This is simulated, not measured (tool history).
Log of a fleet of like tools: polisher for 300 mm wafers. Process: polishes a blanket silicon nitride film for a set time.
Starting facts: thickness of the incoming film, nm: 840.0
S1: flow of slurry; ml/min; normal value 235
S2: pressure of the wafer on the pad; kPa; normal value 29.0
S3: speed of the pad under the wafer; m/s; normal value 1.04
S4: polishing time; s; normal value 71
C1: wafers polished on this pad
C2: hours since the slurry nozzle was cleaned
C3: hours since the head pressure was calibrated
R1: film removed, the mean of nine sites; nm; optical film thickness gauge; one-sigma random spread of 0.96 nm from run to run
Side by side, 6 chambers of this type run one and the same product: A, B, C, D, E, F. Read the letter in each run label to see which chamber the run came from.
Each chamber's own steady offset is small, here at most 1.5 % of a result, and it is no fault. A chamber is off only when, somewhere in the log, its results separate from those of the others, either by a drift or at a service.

run    day   S1    S2    S3  S4    C1     C2     C3       R1
 1B  0.108  235  29.0  1.04  71   840  643.1   45.9  129.060
 2F  0.304  235  29.0  1.04  71   902  335.6   24.2  128.230
 3A  0.446  235  29.0  1.04  71   521  467.2  501.8  127.080
 4E  0.629  235  29.0  1.04  71   880  442.3  478.7  129.980
 5C  0.850  235  29.0  1.04  71   413  226.9   38.3  129.750
     1.004  -- chamber B: slurry nozzle cleaned
 6D  1.046  235  29.0  1.04  71   537   26.0  213.2  129.810
 7F  1.167  235  29.0  1.04  71  1079  356.3   44.9  127.740
 8B  1.375  235  29.0  1.04  71  1101    9.0   76.3  128.650
     1.383  -- chamber A: worn pad replaced by a new one
 9D  1.488  235  29.0  1.04  71   627   36.6  223.8  129.020
10A  1.633  235  22.1  1.04  55    51  495.7  530.3   74.744
     1.688  -- chamber F: worn pad replaced by a new one
     1.804  -- chamber B: worn pad replaced by a new one
11C  1.817  235  22.1  1.04  55   612  250.1   61.5   76.608
12E  2.054  235  22.1  1.04  55  1173  476.5  512.9   74.713
     2.104  -- chamber D: worn pad replaced by a new one
13F  2.283  235  22.1  1.04  55   123  383.1   71.7   75.557
     2.475  -- chamber F: slurry nozzle cleaned
14B  2.479  235  22.1  1.04  55   138   35.5  102.8   75.528
15A  2.617  235  22.1  1.04  55   253  519.3  553.9   75.450
16C  2.792  235  29.0  1.04  71   812  273.5   84.9  131.420
17D  2.983  235  29.0  1.04  71   180   72.5  259.7  129.490
18E  3.121  235  29.0  1.04  71  1393  502.1  538.5  125.610
19D  3.233  235  29.0  1.04  71   232   78.5  265.7  130.080
20B  3.438  235  29.0  1.04  71   336   58.5  125.8  127.470
21C  3.583  235  29.0  1.04  71   975  292.5  103.9  129.230
     3.600  -- chamber A: slurry nozzle cleaned
22A  3.704  235  29.0  1.04  71   477    2.6  580.0  129.180
23E  3.896  235  29.0  1.04  71  1552  520.7  557.1  123.380
24F  4.075  170  29.0  1.04  85   491   38.4  114.7  148.110
25E  4.208  170  29.0  1.04  85  1616  528.2  564.6  142.610
     4.242  -- chamber A: worn pad replaced by a new one
26C  4.358  170  29.0  1.04  85  1135  311.1  122.5  148.360
27F  4.546  170  29.0  1.04  85   588   49.7  126.0  147.060
28A  4.758  170  29.0  1.04  85   106   27.9  605.3  148.880
29D  4.962  170  29.0  1.04  85   588  120.0  307.2  148.690
30B  5.067  235  29.0  1.04  71   671   97.6  164.9  127.310
31D  5.200  235  29.0  1.04  71   636  125.7  312.9  130.410
32B  5.362  235  29.0  1.04  71   732  104.7  172.0  127.680
33A  5.550  235  29.0  1.04  71   269   46.9  624.3  128.230
     5.733  -- chamber D: worn pad replaced by a new one
34C  5.775  235  29.0  1.04  71  1426  345.1  156.5  130.870
35E  5.946  235  29.0  1.04  71  1974  569.9  606.3  120.040
36F  6.167  235  29.0  1.04  71   921   88.6  164.9  128.630
37A  6.338  235  29.0  1.04  71   431   65.8  643.2  128.320
38B  6.508  235  29.0  1.04  71   967  132.2  199.5  128.600
39D  6.746  235  29.0  1.04  71   208  162.8  350.0  129.270

What goes on in this fleet: one chamber off, a drifting gauge, or nothing beyond the chambers' own small offsets? Name the chamber and the cause, if any.

One chamber, E, drifts off from the rest bit by bit.
Likeliest cause: removal rate lost through wear of the pad, % = 9.92.
With only this log, it may be confused with: head's pressure below its setpoint, %.

Chamber E could run next with any of the 4 candidate recipes listed below; each alters the usual settings, and their results appear as question marks. Which one brings its results back in line with what the other chambers deliver on the usual settings?
To be in line, a result may differ from the other chambers' mean on the usual settings by at most: R1 3.300 nm
40E-1  6.917  235  31.7  1.04  71               ?
40E-2  6.917  235  29.0  1.00  67               ?
40E-3  6.917  235  31.7  1.12  71               ?
40E-4  6.917  235  24.8  1.04  71               ?

The other chambers' mean on the usual settings: R1 128.460 nm
  run       R1
40E-1  128.750
40E-2  107.360
40E-3  136.610
40E-4  100.380
Change 40E-1 lands the chamber within the allowed miss of the other chambers.
